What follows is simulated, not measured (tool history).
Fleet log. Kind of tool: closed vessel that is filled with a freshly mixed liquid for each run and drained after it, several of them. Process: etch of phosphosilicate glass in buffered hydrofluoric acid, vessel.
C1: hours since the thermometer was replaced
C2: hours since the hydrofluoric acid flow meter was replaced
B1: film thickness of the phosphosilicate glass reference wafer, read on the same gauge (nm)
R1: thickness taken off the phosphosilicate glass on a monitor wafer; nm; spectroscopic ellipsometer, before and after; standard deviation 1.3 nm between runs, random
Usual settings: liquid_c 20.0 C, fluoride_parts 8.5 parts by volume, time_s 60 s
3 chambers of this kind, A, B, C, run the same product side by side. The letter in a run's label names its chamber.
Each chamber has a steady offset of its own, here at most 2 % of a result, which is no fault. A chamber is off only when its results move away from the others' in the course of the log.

run 1A hour=4.8 | liquid_c=20.0 fluoride_parts=8.5 time_s=60 | C1=529.4 C2=1451.3 | B1=50.000 | R1=193.680
run 2B hour=7.5 | liquid_c=20.0 fluoride_parts=8.5 time_s=60 | C1=1361.2 C2=874.8 | B1=49.981 | R1=192.770
run 3C hour=11.9 | liquid_c=20.0 fluoride_parts=8.5 time_s=60 | C1=360.0 C2=385.7 | B1=49.972 | R1=195.220
run 4A hour=15.8 | liquid_c=20.0 fluoride_parts=8.5 time_s=60 | C1=540.4 C2=1462.3 | B1=50.017 | R1=194.430
run 5C hour=18.9 | liquid_c=20.0 fluoride_parts=8.5 time_s=60 | C1=367.0 C2=392.7 | B1=50.024 | R1=195.660
-- hour=21.4 chamber B: thermometer replaced
run 6B hour=22.9 | liquid_c=20.0 fluoride_parts=8.5 time_s=60 | C1=1.5 C2=890.2 | B1=49.987 | R1=191.200
run 7B hour=26.6 | liquid_c=20.0 fluoride_parts=8.5 time_s=60 | C1=5.2 C2=893.9 | B1=49.988 | R1=192.630
run 8A hour=31.7 | liquid_c=17.5 fluoride_parts=8.5 time_s=35 | C1=556.3 C2=1478.2 | B1=50.000 | R1=100.110
run 9C hour=36.9 | liquid_c=17.5 fluoride_parts=8.5 time_s=35 | C1=385.0 C2=410.7 | B1=49.953 | R1=97.989
run 10C hour=41.8 | liquid_c=17.5 fluoride_parts=8.5 time_s=35 | C1=389.9 C2=415.6 | B1=49.994 | R1=99.391
run 11A hour=46.5 | liquid_c=20.0 fluoride_parts=8.5 time_s=60 | C1=571.1 C2=1493.0 | B1=50.035 | R1=195.550
run 12B hour=49.3 | liquid_c=20.0 fluoride_parts=8.5 time_s=60 | C1=27.9 C2=916.6 | B1=49.999 | R1=195.580
run 13C hour=53.2 | liquid_c=20.0 fluoride_parts=8.5 time_s=60 | C1=401.3 C2=427.0 | B1=49.966 | R1=195.200
run 14A hour=57.1 | liquid_c=20.0 fluoride_parts=8.5 time_s=60 | C1=581.7 C2=1503.6 | B1=50.034 | R1=198.250
run 15B hour=60.2 | liquid_c=20.0 fluoride_parts=8.5 time_s=60 | C1=38.8 C2=927.5 | B1=50.026 | R1=192.020
-- hour=62.3 chamber A: hydrofluoric acid flow meter replaced
run 16A hour=64.7 | liquid_c=20.0 fluoride_parts=8.5 time_s=60 | C1=589.3 C2=2.5 | B1=50.025 | R1=198.710
run 17B hour=67.7 | liquid_c=20.0 fluoride_parts=8.5 time_s=80 | C1=46.3 C2=935.0 | B1=49.990 | R1=262.190
run 18C hour=71.2 | liquid_c=20.0 fluoride_parts=8.5 time_s=80 | C1=419.3 C2=445.0 | B1=50.031 | R1=258.110
run 19B hour=75.1 | liquid_c=20.0 fluoride_parts=8.5 time_s=80 | C1=53.7 C2=942.4 | B1=49.982 | R1=257.240
run 20C hour=79.5 | liquid_c=20.0 fluoride_parts=8.5 time_s=60 | C1=427.6 C2=453.3 | B1=49.994 | R1=194.880

Which is it: a chamber that has drifted or been left off by a service, a gauge drift common to all chambers, or only each chamber's usual small offset? If a chamber is off, name it and its likeliest cause.

Neither any chamber nor the gauge drifts; the chambers differ only by their own small, steady offsets.
